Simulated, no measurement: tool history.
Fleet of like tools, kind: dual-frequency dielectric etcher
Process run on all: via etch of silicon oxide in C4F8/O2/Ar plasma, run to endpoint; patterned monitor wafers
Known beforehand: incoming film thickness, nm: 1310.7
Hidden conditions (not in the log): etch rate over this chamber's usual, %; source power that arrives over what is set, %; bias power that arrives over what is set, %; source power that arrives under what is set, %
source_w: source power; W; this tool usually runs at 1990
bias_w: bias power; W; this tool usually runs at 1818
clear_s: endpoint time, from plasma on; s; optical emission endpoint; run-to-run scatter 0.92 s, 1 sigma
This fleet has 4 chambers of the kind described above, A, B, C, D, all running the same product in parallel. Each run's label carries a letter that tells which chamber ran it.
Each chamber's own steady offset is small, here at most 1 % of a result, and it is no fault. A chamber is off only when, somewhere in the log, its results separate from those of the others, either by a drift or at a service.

run	hour	source_w	bias_w	hours since the last wet clean	hours since the last source power generator calibration	hours since the last bias power generator calibration	clear_s
1A	13.1	1990	1818	449.4	2648.5	203.6	268.07
2D	23.8	1990	1818	122.6	206.4	2997.5	266.62
3C	37.5	1990	1818	192.4	2426.5	1066.0	263.26
4B	48.7	1990	1818	79.1	539.2	3299.5	265.72
5B	57.7	1990	1818	88.1	548.2	3308.5	263.44
6A	64.6	1990	1818	500.9	2700.0	255.1	264.68
7C	74.5	1990	1818	229.4	2463.5	1103.0	264.65
8D	89.6	1990	1818	188.4	272.2	3063.3	268.75
9D	102.0	2290	2080	200.8	284.6	3075.7	241.26
10C	116.8	2290	2080	271.7	2505.8	1145.3	240.82
11A	123.7	2290	2080	560.0	2759.1	314.2	242.68
12B	136.8	2290	2080	167.2	627.3	3387.6	240.44
13C	150.7	1990	1818	305.6	2539.7	1179.2	263.89
14D	159.6	1990	1818	258.4	342.2	3133.3	266.09
15A	168.6	1990	1818	604.9	2804.0	359.1	264.90
16B	181.7	1990	1818	212.1	672.2	3432.5	264.01
17B	193.9	1990	1818	224.3	684.4	3444.7	263.77
# hour 199.1: chamber A: wet clean of the chamber
18C	205.0	2390	1613	359.9	2594.0	1233.5	254.82
19D	219.5	2390	1613	318.3	402.1	3193.2	257.30
20A	234.5	2390	1613	35.4	2869.9	425.0	255.79
21B	249.3	2390	1613	279.7	739.8	3500.1	254.85
22D	256.3	1990	1818	355.1	438.9	3230.0	267.75
23C	268.5	1990	1818	423.4	2657.5	1297.0	265.48
24A	277.1	1730	2048	78.0	2912.5	467.6	272.45
25B	288.2	1730	2048	318.6	778.7	3539.0	270.31
26D	298.1	1730	2048	396.9	480.7	3271.8	272.37
27C	312.9	1730	2048	467.8	2701.9	1341.4	270.06
28A	321.2	1990	1818	122.1	2956.6	511.7	266.34
29C	331.2	1990	1818	486.1	2720.2	1359.7	264.18
30A	339.9	1990	1818	140.8	2975.3	530.4	266.35
31B	348.9	1990	1818	379.3	839.4	3599.7	265.00
32D	360.8	1990	1818	459.6	543.4	3334.5	266.60
33B	372.4	1720	1818	402.8	862.9	3623.2	282.41
34D	382.0	1720	1818	480.8	564.6	3355.7	282.99
35C	390.7	1720	1818	545.6	2779.7	1419.2	281.45
36A	401.9	1720	1818	202.8	3037.3	592.4	280.52
37A	410.7	2330	1606	211.6	3046.1	601.2	258.11
38B	421.7	2330	1606	452.1	912.2	3672.5	257.11
39D	435.0	2330	1606	533.8	617.6	3408.7	258.50
40C	442.2	2330	1606	597.1	2831.2	1470.7	257.24
41D	457.3	1820	2253	556.1	639.9	3431.0	260.99
42C	466.5	1820	2253	621.4	2855.5	1495.0	258.12

For the next run the whole fleet of 4 chambers uses the same settings. Give each chamber's results:
43A	477.4	1990	1818				?
43B	477.4	1990	1818				?
43C	477.4	1990	1818				?
43D	477.4	1990	1818				?

run	clear_s
43A	265.18
43B	264.75
43C	263.46
43D	268.66
